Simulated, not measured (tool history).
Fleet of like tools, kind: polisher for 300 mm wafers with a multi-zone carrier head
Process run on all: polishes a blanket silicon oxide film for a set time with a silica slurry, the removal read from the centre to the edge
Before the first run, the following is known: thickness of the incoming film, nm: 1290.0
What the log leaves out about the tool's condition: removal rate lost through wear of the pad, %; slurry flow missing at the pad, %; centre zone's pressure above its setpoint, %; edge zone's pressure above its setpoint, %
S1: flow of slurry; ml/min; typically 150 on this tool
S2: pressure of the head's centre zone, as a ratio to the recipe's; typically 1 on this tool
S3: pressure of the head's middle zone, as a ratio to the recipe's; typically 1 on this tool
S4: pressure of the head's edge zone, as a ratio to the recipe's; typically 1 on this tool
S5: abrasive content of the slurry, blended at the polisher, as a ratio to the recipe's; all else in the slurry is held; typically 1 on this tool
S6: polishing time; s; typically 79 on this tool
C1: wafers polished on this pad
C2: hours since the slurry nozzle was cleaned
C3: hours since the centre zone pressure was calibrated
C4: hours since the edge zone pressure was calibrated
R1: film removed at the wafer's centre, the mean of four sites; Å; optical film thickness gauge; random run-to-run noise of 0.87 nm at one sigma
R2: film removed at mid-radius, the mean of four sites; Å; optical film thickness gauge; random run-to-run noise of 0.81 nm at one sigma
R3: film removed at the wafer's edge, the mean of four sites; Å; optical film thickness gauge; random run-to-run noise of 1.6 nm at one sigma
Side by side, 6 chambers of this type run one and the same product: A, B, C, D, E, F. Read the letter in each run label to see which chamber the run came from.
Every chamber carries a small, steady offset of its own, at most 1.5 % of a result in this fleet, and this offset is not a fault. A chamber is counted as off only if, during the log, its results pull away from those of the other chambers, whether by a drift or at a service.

run,hour,S1,S2,S3,S4,S5,S6,C1,C2,C3,C4,R1,R2,R3
# hour 7.4: chamber A: slurry nozzle cleaned
1C,11.2,150,1,1,1,1,79,402,264.6,159.1,361.5,1326.8,1312.6,1297.1
# hour 13.3: chamber B: worn pad replaced by a new one
# hour 15.3: chamber B: edge zone pressure recalibrated
2E,18.4,150,1,1,1,1,79,1576,66,262.1,763,1333.2,1314.4,1320.6
# hour 20: chamber E: worn pad replaced by a new one
3D,27.6,150,1,1,1,1,79,860,348,248.5,415,1317.8,1332.5,1317.7
# hour 42.6: chamber F: worn pad replaced by a new one
4A,42.6,150,1,1,1,1,79,767,35.2,521.3,553.9,1336.6,1323.9,1350.4
5B,51.2,150,1,1,1,1,79,424,261,316.9,35.9,1314,1320,1318.4
# hour 55.6: chamber C: slurry nozzle cleaned
6F,61.8,150,1,1,1,1,79,215,500.4,333.8,222.5,1324.5,1300.8,1336.1
# hour 62.3: chamber A: worn pad replaced by a new one
# hour 70.8: chamber C: worn pad replaced by a new one
7B,71.8,150,1.08,1,1,0.7,79,654,281.6,337.5,56.5,1201.3,1104.5,1111.2
# hour 72.1: chamber D: worn pad replaced by a new one
8E,85.2,150,1.08,1,1,0.7,79,730,132.8,328.9,829.8,1201,1101.8,1134.5
# hour 95.2: chamber B: worn pad replaced by a new one
9C,99.3,150,1.08,1,1,0.7,79,319,43.7,247.2,449.6,1194.2,1077,1076.4
10F,109.1,150,1.08,1,1,0.7,79,744,547.7,381.1,269.8,1202.4,1095.1,1124.4
# hour 110.9: chamber D: slurry nozzle cleaned
11A,122.3,150,1.08,1,1,0.7,79,671,114.9,601,633.6,1200.4,1107.3,1095.3
12D,131.3,150,1.08,1,1,0.7,79,662,20.5,352.2,518.7,1203.6,1125.1,1094.6
# hour 136.2: chamber F: worn pad replaced by a new one
# hour 137.1: chamber A: edge zone pressure recalibrated
# hour 139.4: chamber E: worn pad replaced by a new one
# hour 145.6: chamber C: worn pad replaced by a new one
13A,145.8,150,1,1,1,1,79,934,138.4,624.5,8.8,1338.3,1327.9,1311.4
14F,161.4,150,1,1,1,1,79,283,600,433.4,322.1,1323.2,1317.6,1321.5
# hour 163: chamber A: worn pad replaced by a new one
15E,171.7,150,1,1,1,1,79,362,219.3,415.4,916.3,1319.9,1320.8,1334.8
16C,181.3,150,1,1,1,1,79,400,125.7,329.2,531.6,1327.5,1316,1296.2
# hour 189.9: chamber B: worn pad replaced by a new one
17B,194.4,150,1,1,1,1,79,50,404.2,460.1,179.1,1303.2,1298.3,1310.7
18D,202.2,150,1,1,1,1,79,1455,91.4,423.1,589.6,1321.1,1343.1,1317.1
# hour 207: chamber D: worn pad replaced by a new one
19C,212.8,150,1,1,1,1,79,752,157.2,360.7,563.1,1321.5,1305.9,1329.1
20D,222.6,150,1,1,1,1,79,174,111.8,443.5,610,1313.9,1336.6,1306.1
# hour 226.7: chamber F: worn pad replaced by a new one
# hour 231: chamber B: centre zone pressure recalibrated
# hour 233.2: chamber C: worn pad replaced by a new one
21A,238.2,150,1,1,1,1,79,842,230.8,716.9,101.2,1334.4,1329.3,1332
# hour 239: chamber C: centre zone pressure recalibrated
22E,245.7,150,1,1,1,1,79,1190,293.3,489.4,990.3,1316.1,1316.3,1312.2
23F,259.2,150,1,1,1,1,79,364,697.8,531.2,419.9,1317.5,1319,1312.8
# hour 265.3: chamber A: worn pad replaced by a new one
24B,266.6,150,1,1.06,1.09,1,79,858,476.4,35.6,251.3,1307.6,1408.8,1384.1
# hour 275.6: chamber E: worn pad replaced by a new one
25F,281.9,150,1,1.06,1.09,1,79,618,720.5,553.9,442.6,1328.8,1378.4,1399.6
26C,289.6,150,1,1.06,1.09,1,79,631,234,50.6,639.9,1321.8,1389.8,1357.8
# hour 291.2: chamber B: worn pad replaced by a new one
27D,298.7,150,1,1.06,1.09,1,79,1026,187.9,519.6,686.1,1322.3,1391.9,1372.6
# hour 299.6: chamber E: slurry nozzle cleaned
28B,306.2,150,1,1.06,1.09,1,79,168,516,75.2,290.9,1308.6,1375.9,1377.7
# hour 313.7: chamber F: worn pad replaced by a new one
29E,314.6,150,1,1.06,1.09,1,79,436,15.1,558.3,1059.2,1331,1379.1,1416
# hour 320.2: chamber C: worn pad replaced by a new one
30A,329.8,150,1,1,1.04,1,105,722,322.4,808.5,192.8,1752,1780.7,1822.6
# hour 332.5: chamber D: worn pad replaced by a new one
31D,340.5,150,1,1,1.04,1,105,90,229.7,561.4,727.9,1746,1767.3,1825.6
32E,352.1,150,1,1,1.04,1,105,856,52.6,595.8,1096.7,1770.2,1758.9,1860.2
# hour 360: chamber A: worn pad replaced by a new one
33F,364.1,150,1,1,1.04,1,105,564,802.7,636.1,524.8,1732.5,1739.2,1824.7
34B,377.4,150,1,1,1.04,1,105,965,587.2,146.4,362.1,1774.2,1744.5,1778
# hour 379: chamber C: slurry nozzle cleaned
35A,384.4,150,1,1,1.04,1,105,273,377,863.1,247.4,1758.3,1771,1790
# hour 389.6: chamber A: centre zone pressure recalibrated
36C,396.7,150,1,1,1,1,79,856,17.8,157.7,747,1323.4,1304.5,1328.3
37A,412.2,150,1,1,1,1,79,584,404.8,22.6,275.2,1343.8,1322.5,1307.1

Has any chamber moved away from the others, gradually or after a service, or does the common gauge drift, or do the chambers differ only by their own small steady offsets? State the chamber and the most likely cause if one applies.

No chamber stands off beyond its own small offset, and the gauge holds steady.

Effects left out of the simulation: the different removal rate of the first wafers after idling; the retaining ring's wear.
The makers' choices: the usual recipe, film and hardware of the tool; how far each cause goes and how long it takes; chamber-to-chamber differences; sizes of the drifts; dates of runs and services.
